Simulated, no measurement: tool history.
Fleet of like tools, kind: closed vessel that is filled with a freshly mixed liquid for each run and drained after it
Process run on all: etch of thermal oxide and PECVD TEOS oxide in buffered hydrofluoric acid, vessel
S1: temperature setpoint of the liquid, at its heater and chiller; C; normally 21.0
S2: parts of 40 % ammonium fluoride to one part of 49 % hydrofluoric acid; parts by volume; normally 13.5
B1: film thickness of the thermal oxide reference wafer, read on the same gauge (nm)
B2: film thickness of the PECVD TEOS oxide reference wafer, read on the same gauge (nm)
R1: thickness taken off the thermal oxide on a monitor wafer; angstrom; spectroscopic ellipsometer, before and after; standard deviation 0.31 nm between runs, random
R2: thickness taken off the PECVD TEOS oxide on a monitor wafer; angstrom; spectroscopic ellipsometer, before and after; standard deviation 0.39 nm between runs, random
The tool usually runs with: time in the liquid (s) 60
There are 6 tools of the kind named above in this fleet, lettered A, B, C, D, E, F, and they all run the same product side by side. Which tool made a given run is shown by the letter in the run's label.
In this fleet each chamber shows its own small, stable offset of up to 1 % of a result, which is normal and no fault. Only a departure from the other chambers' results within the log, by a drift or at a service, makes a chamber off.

-- day=0.362 chamber D: thermometer replaced
run 1D day=0.517 | S1=21.0 S2=13.5 time_in_the_liquid_(s)=60 | B1=110.00 B2=99.996 | R1=464.95 R2=611.74
run 2A day=0.762 | S1=21.0 S2=13.5 time_in_the_liquid_(s)=60 | B1=110.00 B2=100.020 | R1=465.83 R2=606.84
run 3C day=1.271 | S1=21.0 S2=13.5 time_in_the_liquid_(s)=60 | B1=110.00 B2=99.977 | R1=459.41 R2=609.53
run 4F day=1.567 | S1=21.0 S2=13.5 time_in_the_liquid_(s)=60 | B1=110.00 B2=99.981 | R1=462.24 R2=614.54
run 5E day=1.846 | S1=21.0 S2=13.5 time_in_the_liquid_(s)=60 | B1=110.02 B2=100.000 | R1=461.58 R2=613.14
run 6B day=2.096 | S1=21.0 S2=13.5 time_in_the_liquid_(s)=60 | B1=110.01 B2=100.000 | R1=459.44 R2=613.16
run 7C day=2.404 | S1=21.0 S2=13.5 time_in_the_liquid_(s)=60 | B1=109.99 B2=99.997 | R1=461.76 R2=603.81
-- day=2.462 chamber C: thermometer replaced
run 8B day=2.767 | S1=21.0 S2=13.5 time_in_the_liquid_(s)=60 | B1=110.00 B2=99.988 | R1=461.34 R2=619.44
run 9E day=3.112 | S1=17.5 S2=13.5 time_in_the_liquid_(s)=60 | B1=109.98 B2=99.988 | R1=377.86 R2=502.10
run 10F day=3.562 | S1=17.5 S2=13.5 time_in_the_liquid_(s)=60 | B1=109.99 B2=100.010 | R1=381.08 R2=504.58
run 11D day=3.850 | S1=17.5 S2=13.5 time_in_the_liquid_(s)=60 | B1=109.99 B2=99.984 | R1=380.83 R2=501.76
run 12A day=4.267 | S1=17.5 S2=13.5 time_in_the_liquid_(s)=60 | B1=110.01 B2=99.983 | R1=382.80 R2=504.35
run 13F day=4.533 | S1=17.5 S2=13.5 time_in_the_liquid_(s)=60 | B1=110.01 B2=100.010 | R1=382.88 R2=500.41
run 14C day=4.838 | S1=17.5 S2=13.5 time_in_the_liquid_(s)=60 | B1=109.99 B2=99.994 | R1=381.48 R2=499.17
run 15B day=5.233 | S1=21.0 S2=13.5 time_in_the_liquid_(s)=60 | B1=110.00 B2=99.993 | R1=455.45 R2=617.56
run 16A day=5.508 | S1=21.0 S2=13.5 time_in_the_liquid_(s)=60 | B1=110.01 B2=100.020 | R1=458.51 R2=613.01
run 17D day=5.958 | S1=18.5 S2=17.5 time_in_the_liquid_(s)=60 | B1=109.99 B2=99.993 | R1=310.13 R2=411.95
run 18E day=6.412 | S1=18.5 S2=17.5 time_in_the_liquid_(s)=60 | B1=110.02 B2=100.000 | R1=310.26 R2=415.74
run 19C day=6.725 | S1=18.5 S2=17.5 time_in_the_liquid_(s)=60 | B1=109.99 B2=99.962 | R1=312.78 R2=414.54
run 20A day=7.292 | S1=18.5 S2=17.5 time_in_the_liquid_(s)=60 | B1=110.00 B2=100.010 | R1=311.90 R2=411.14
run 21D day=7.675 | S1=18.5 S2=17.5 time_in_the_liquid_(s)=60 | B1=110.00 B2=100.020 | R1=312.28 R2=410.10
run 22B day=8.021 | S1=18.5 S2=17.5 time_in_the_liquid_(s)=60 | B1=110.02 B2=99.982 | R1=308.28 R2=414.31
run 23F day=8.488 | S1=21.0 S2=13.5 time_in_the_liquid_(s)=60 | B1=110.01 B2=99.983 | R1=462.08 R2=618.01
run 24E day=9.029 | S1=21.0 S2=13.5 time_in_the_liquid_(s)=60 | B1=109.99 B2=99.987 | R1=456.74 R2=608.03
-- day=9.458 chamber A: thermometer replaced
run 25F day=9.567 | S1=21.0 S2=13.5 time_in_the_liquid_(s)=60 | B1=109.99 B2=99.970 | R1=466.75 R2=613.92
run 26D day=10.058 | S1=21.0 S2=13.5 time_in_the_liquid_(s)=60 | B1=110.02 B2=100.030 | R1=461.75 R2=620.01
run 27B day=10.408 | S1=21.0 S2=13.5 time_in_the_liquid_(s)=60 | B1=109.99 B2=100.040 | R1=461.92 R2=613.87
run 28C day=10.742 | S1=21.0 S2=13.5 time_in_the_liquid_(s)=60 | B1=110.00 B2=99.997 | R1=465.37 R2=611.33
run 29A day=11.079 | S1=21.0 S2=13.5 time_in_the_liquid_(s)=60 | B1=110.00 B2=100.000 | R1=463.04 R2=612.43
run 30E day=11.325 | S1=21.0 S2=13.5 time_in_the_liquid_(s)=60 | B1=110.02 B2=99.981 | R1=458.98 R2=603.73
run 31C day=11.583 | S1=21.0 S2=13.5 time_in_the_liquid_(s)=60 | B1=109.98 B2=100.010 | R1=467.09 R2=607.24
run 32F day=11.946 | S1=21.0 S2=13.5 time_in_the_liquid_(s)=60 | B1=109.99 B2=99.995 | R1=462.04 R2=618.17
-- day=12.138 chamber D: hydrofluoric acid flow meter replaced
run 33D day=12.383 | S1=21.0 S2=13.5 time_in_the_liquid_(s)=60 | B1=110.02 B2=99.986 | R1=462.80 R2=614.43
run 34A day=12.638 | S1=21.0 S2=13.5 time_in_the_liquid_(s)=60 | B1=110.02 B2=99.975 | R1=461.60 R2=610.30
run 35E day=13.196 | S1=21.0 S2=13.5 time_in_the_liquid_(s)=60 | B1=110.02 B2=100.030 | R1=460.95 R2=604.58
run 36B day=13.446 | S1=21.0 S2=13.5 time_in_the_liquid_(s)=60 | B1=110.00 B2=100.010 | R1=458.35 R2=611.74
run 37B day=13.979 | S1=21.0 S2=13.5 time_in_the_liquid_(s)=40 | B1=109.98 B2=100.020 | R1=310.16 R2=413.45
run 38A day=14.408 | S1=21.0 S2=13.5 time_in_the_liquid_(s)=40 | B1=110.02 B2=99.982 | R1=306.68 R2=408.78
run 39D day=14.671 | S1=21.0 S2=13.5 time_in_the_liquid_(s)=40 | B1=109.99 B2=99.976 | R1=308.51 R2=407.79
run 40C day=14.983 | S1=21.0 S2=13.5 time_in_the_liquid_(s)=40 | B1=110.00 B2=100.030 | R1=310.75 R2=405.53
run 41E day=15.354 | S1=21.0 S2=13.5 time_in_the_liquid_(s)=40 | B1=110.02 B2=99.990 | R1=304.36 R2=409.03

Is one chamber off against the others, does the gauge drift, or is nothing wrong? If a chamber is off, say which, and what the likeliest cause is.

Beyond each chamber's small constant offset nothing stands out, and the gauge stays steady.
